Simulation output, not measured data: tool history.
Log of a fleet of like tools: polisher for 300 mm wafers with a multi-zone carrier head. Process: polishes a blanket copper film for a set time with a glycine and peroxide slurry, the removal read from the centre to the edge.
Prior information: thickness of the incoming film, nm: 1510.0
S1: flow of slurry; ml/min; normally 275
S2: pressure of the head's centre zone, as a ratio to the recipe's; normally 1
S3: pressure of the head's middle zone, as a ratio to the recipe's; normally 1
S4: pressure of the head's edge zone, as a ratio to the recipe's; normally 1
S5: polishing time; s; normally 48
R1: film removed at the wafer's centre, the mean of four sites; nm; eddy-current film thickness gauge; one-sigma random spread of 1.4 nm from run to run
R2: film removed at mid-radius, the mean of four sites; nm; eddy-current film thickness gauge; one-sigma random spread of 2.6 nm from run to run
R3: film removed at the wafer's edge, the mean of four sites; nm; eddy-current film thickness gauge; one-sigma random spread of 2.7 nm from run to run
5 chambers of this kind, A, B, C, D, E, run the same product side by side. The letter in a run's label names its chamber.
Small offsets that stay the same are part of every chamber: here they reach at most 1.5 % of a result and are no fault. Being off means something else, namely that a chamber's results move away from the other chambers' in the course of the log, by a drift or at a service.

{"day": 0.217, "done": "chamber E: centre zone pressure recalibrated"}
{"run": "1A", "day": 0.571, "S1": 275, "S2": 1, "S3": 1, "S4": 1, "S5": 48, "R1": 186.23, "R2": 189.07, "R3": 190.45}
{"day": 0.8, "done": "chamber E: worn pad replaced by a new one"}
{"run": "2C", "day": 1.017, "S1": 275, "S2": 1, "S3": 1, "S4": 1, "S5": 48, "R1": 186.37, "R2": 195.25, "R3": 190.58}
{"day": 1.083, "done": "chamber E: edge zone pressure recalibrated"}
{"day": 1.404, "done": "chamber D: edge zone pressure recalibrated"}
{"run": "3E", "day": 1.483, "S1": 275, "S2": 1, "S3": 1, "S4": 1, "S5": 48, "R1": 187.97, "R2": 193.06, "R3": 190.74}
{"run": "4B", "day": 1.875, "S1": 275, "S2": 1, "S3": 1, "S4": 1, "S5": 48, "R1": 186.63, "R2": 185.9, "R3": 188.86}
{"day": 2.112, "done": "chamber A: edge zone pressure recalibrated"}
{"run": "5D", "day": 2.246, "S1": 275, "S2": 1, "S3": 1, "S4": 1, "S5": 48, "R1": 188.36, "R2": 186.9, "R3": 189.3}
{"day": 2.296, "done": "chamber B: worn pad replaced by a new one"}
{"day": 2.362, "done": "chamber A: worn pad replaced by a new one"}
{"day": 2.525, "done": "chamber B: edge zone pressure recalibrated"}
{"run": "6E", "day": 2.596, "S1": 275, "S2": 1, "S3": 1, "S4": 1, "S5": 48, "R1": 189.79, "R2": 190.15, "R3": 186.9}
{"run": "7C", "day": 3.275, "S1": 275, "S2": 1, "S3": 1, "S4": 1, "S5": 48, "R1": 188.23, "R2": 188.42, "R3": 186.32}
{"run": "8D", "day": 3.642, "S1": 275, "S2": 1, "S3": 1.1, "S4": 0.91, "S5": 48, "R1": 190.47, "R2": 204.74, "R3": 181.12}
{"day": 3.771, "done": "chamber C: worn pad replaced by a new one"}
{"day": 3.954, "done": "chamber D: worn pad replaced by a new one"}
{"run": "9B", "day": 4.067, "S1": 275, "S2": 1, "S3": 1.1, "S4": 0.91, "S5": 48, "R1": 188, "R2": 202.85, "R3": 176.47}
{"run": "10A", "day": 4.471, "S1": 275, "S2": 1, "S3": 1.1, "S4": 0.91, "S5": 48, "R1": 185.9, "R2": 203.82, "R3": 177.13}
{"run": "11D", "day": 4.833, "S1": 275, "S2": 1, "S3": 1.1, "S4": 0.91, "S5": 48, "R1": 187.92, "R2": 208.4, "R3": 178.61}
{"day": 4.908, "done": "chamber A: centre zone pressure recalibrated"}
{"run": "12B", "day": 5.388, "S1": 275, "S2": 1, "S3": 1.1, "S4": 0.91, "S5": 48, "R1": 189.69, "R2": 206.08, "R3": 181.67}
{"run": "13C", "day": 5.8, "S1": 275, "S2": 1, "S3": 1, "S4": 1, "S5": 48, "R1": 188.71, "R2": 181.21, "R3": 189.75}
{"day": 6.196, "done": "chamber A: worn pad replaced by a new one"}
{"run": "14A", "day": 6.35, "S1": 275, "S2": 0.9, "S3": 1, "S4": 0.91, "S5": 48, "R1": 167.16, "R2": 188.9, "R3": 181.31}
{"day": 6.462, "done": "chamber C: slurry nozzle cleaned"}
{"day": 6.904, "done": "chamber E: worn pad replaced by a new one"}
{"run": "15E", "day": 6.929, "S1": 275, "S2": 0.9, "S3": 1, "S4": 0.91, "S5": 48, "R1": 171.88, "R2": 185.97, "R3": 171.88}
{"day": 6.996, "done": "chamber B: slurry nozzle cleaned"}
{"day": 7.225, "done": "chamber B: worn pad replaced by a new one"}
{"run": "16D", "day": 7.508, "S1": 275, "S2": 0.9, "S3": 1, "S4": 0.91, "S5": 48, "R1": 166.68, "R2": 182.87, "R3": 179.77}
{"run": "17E", "day": 8.012, "S1": 275, "S2": 0.9, "S3": 1, "S4": 0.91, "S5": 48, "R1": 169.75, "R2": 190.44, "R3": 181.4}
{"day": 8.088, "done": "chamber D: worn pad replaced by a new one"}
{"run": "18A", "day": 8.412, "S1": 275, "S2": 0.9, "S3": 1, "S4": 0.91, "S5": 48, "R1": 165.08, "R2": 185.08, "R3": 179.48}
{"day": 8.829, "done": "chamber C: worn pad replaced by a new one"}
{"run": "19C", "day": 9.092, "S1": 275, "S2": 1.04, "S3": 1, "S4": 1, "S5": 48, "R1": 197.11, "R2": 189.42, "R3": 193.02}
{"day": 9.342, "done": "chamber C: edge zone pressure recalibrated"}
{"run": "20B", "day": 9.454, "S1": 275, "S2": 1.04, "S3": 1, "S4": 1, "S5": 48, "R1": 196.77, "R2": 190.08, "R3": 190.36}
{"run": "21D", "day": 9.833, "S1": 275, "S2": 1.04, "S3": 1, "S4": 1, "S5": 48, "R1": 195, "R2": 181.71, "R3": 194.04}
{"run": "22C", "day": 10.133, "S1": 275, "S2": 1.04, "S3": 1, "S4": 1, "S5": 48, "R1": 198.11, "R2": 188.45, "R3": 191.97}
{"day": 10.554, "done": "chamber A: worn pad replaced by a new one"}
{"run": "23A", "day": 10.621, "S1": 275, "S2": 1.04, "S3": 1, "S4": 1, "S5": 48, "R1": 197.55, "R2": 191.36, "R3": 190.12}
{"day": 11.025, "done": "chamber D: centre zone pressure recalibrated"}
{"run": "24E", "day": 11.108, "S1": 275, "S2": 1, "S3": 1, "S4": 1, "S5": 48, "R1": 189.09, "R2": 184.87, "R3": 193.05}
{"run": "25B", "day": 11.646, "S1": 275, "S2": 1, "S3": 1, "S4": 1.11, "S5": 39, "R1": 152.93, "R2": 154.14, "R3": 162.57}
{"day": 11.692, "done": "chamber B: worn pad replaced by a new one"}
{"run": "26C", "day": 12.225, "S1": 275, "S2": 1, "S3": 1, "S4": 1.11, "S5": 39, "R1": 154.17, "R2": 153.84, "R3": 165.78}
{"day": 12.325, "done": "chamber A: slurry nozzle cleaned"}
{"day": 12.354, "done": "chamber D: worn pad replaced by a new one"}
{"run": "27E", "day": 12.679, "S1": 275, "S2": 1, "S3": 1, "S4": 1.11, "S5": 39, "R1": 155.97, "R2": 153.18, "R3": 160.91}
{"run": "28A", "day": 13.083, "S1": 275, "S2": 1, "S3": 1, "S4": 1.11, "S5": 39, "R1": 150.43, "R2": 155.18, "R3": 162.56}
{"day": 13.25, "done": "chamber E: worn pad replaced by a new one"}
{"run": "29B", "day": 13.746, "S1": 275, "S2": 1, "S3": 1, "S4": 1.11, "S5": 39, "R1": 153.76, "R2": 154.56, "R3": 157.83}
{"day": 13.812, "done": "chamber E: slurry nozzle cleaned"}
{"day": 14.138, "done": "chamber C: centre zone pressure recalibrated"}
{"run": "30D", "day": 14.329, "S1": 275, "S2": 1, "S3": 1, "S4": 1, "S5": 48, "R1": 185.42, "R2": 189.83, "R3": 195.4}
{"day": 14.392, "done": "chamber B: centre zone pressure recalibrated"}
{"day": 14.404, "done": "chamber C: worn pad replaced by a new one"}
{"day": 14.638, "done": "chamber A: worn pad replaced by a new one"}
{"day": 14.979, "done": "chamber E: centre zone pressure recalibrated"}
{"run": "31E", "day": 15.0, "S1": 275, "S2": 1, "S3": 1, "S4": 1, "S5": 48, "R1": 190.89, "R2": 184.78, "R3": 184.06}
{"day": 15.288, "done": "chamber D: slurry nozzle cleaned"}
{"run": "32C", "day": 15.625, "S1": 275, "S2": 1, "S3": 1, "S4": 1, "S5": 48, "R1": 189.97, "R2": 192.6, "R3": 189.92}
{"run": "33B", "day": 16.117, "S1": 275, "S2": 1.06, "S3": 1, "S4": 1, "S5": 39, "R1": 162.92, "R2": 152.72, "R3": 152.79}
{"day": 16.604, "done": "chamber D: worn pad replaced by a new one"}
{"run": "34A", "day": 16.767, "S1": 275, "S2": 1.06, "S3": 1, "S4": 1, "S5": 39, "R1": 160.13, "R2": 153.25, "R3": 157.38}
{"day": 17.004, "done": "chamber B: worn pad replaced by a new one"}
{"run": "35D", "day": 17.267, "S1": 275, "S2": 1.06, "S3": 1, "S4": 1, "S5": 39, "R1": 162.65, "R2": 152.58, "R3": 152.86}
{"run": "36E", "day": 17.812, "S1": 275, "S2": 1.06, "S3": 1, "S4": 1, "S5": 39, "R1": 164.57, "R2": 152.35, "R3": 151.91}
{"run": "37A", "day": 18.292, "S1": 275, "S2": 1.06, "S3": 1, "S4": 1, "S5": 39, "R1": 161.05, "R2": 153.36, "R3": 156.32}
{"run": "38B", "day": 18.638, "S1": 275, "S2": 1, "S3": 1, "S4": 1, "S5": 48, "R1": 188.7, "R2": 195.43, "R3": 191.07}
{"run": "39C", "day": 19.071, "S1": 275, "S2": 1, "S3": 1, "S4": 1, "S5": 48, "R1": 187.71, "R2": 185.67, "R3": 187.04}
{"day": 19.092, "done": "chamber A: worn pad replaced by a new one"}
{"run": "40D", "day": 19.538, "S1": 275, "S2": 1, "S3": 1, "S4": 1, "S5": 48, "R1": 188.1, "R2": 195, "R3": 185.4}
{"run": "41A", "day": 20.0, "S1": 275, "S2": 1, "S3": 1, "S4": 1, "S5": 48, "R1": 185.74, "R2": 186.28, "R3": 188.04}

Predict what each chamber gives when all 5 of them run the settings below next.
{"run": "42A", "day": 20.492, "S1": 275, "S2": 1, "S3": 1, "S4": 1, "S5": 48, "R1": "?", "R2": "?", "R3": "?"}
{"run": "42B", "day": 20.492, "S1": 275, "S2": 1, "S3": 1, "S4": 1, "S5": 48, "R1": "?", "R2": "?", "R3": "?"}
{"run": "42C", "day": 20.492, "S1": 275, "S2": 1, "S3": 1, "S4": 1, "S5": 48, "R1": "?", "R2": "?", "R3": "?"}
{"run": "42D", "day": 20.492, "S1": 275, "S2": 1, "S3": 1, "S4": 1, "S5": 48, "R1": "?", "R2": "?", "R3": "?"}
{"run": "42E", "day": 20.492, "S1": 275, "S2": 1, "S3": 1, "S4": 1, "S5": 48, "R1": "?", "R2": "?", "R3": "?"}

run=42A R1=185.19 R2=190.58 R3=192.51
run=42B R1=185.66 R2=188.14 R3=188.38
run=42C R1=188.05 R2=187.25 R3=185.62
run=42D R1=186.06 R2=184.91 R3=188.43
run=42E R1=191.18 R2=185.28 R3=185.03
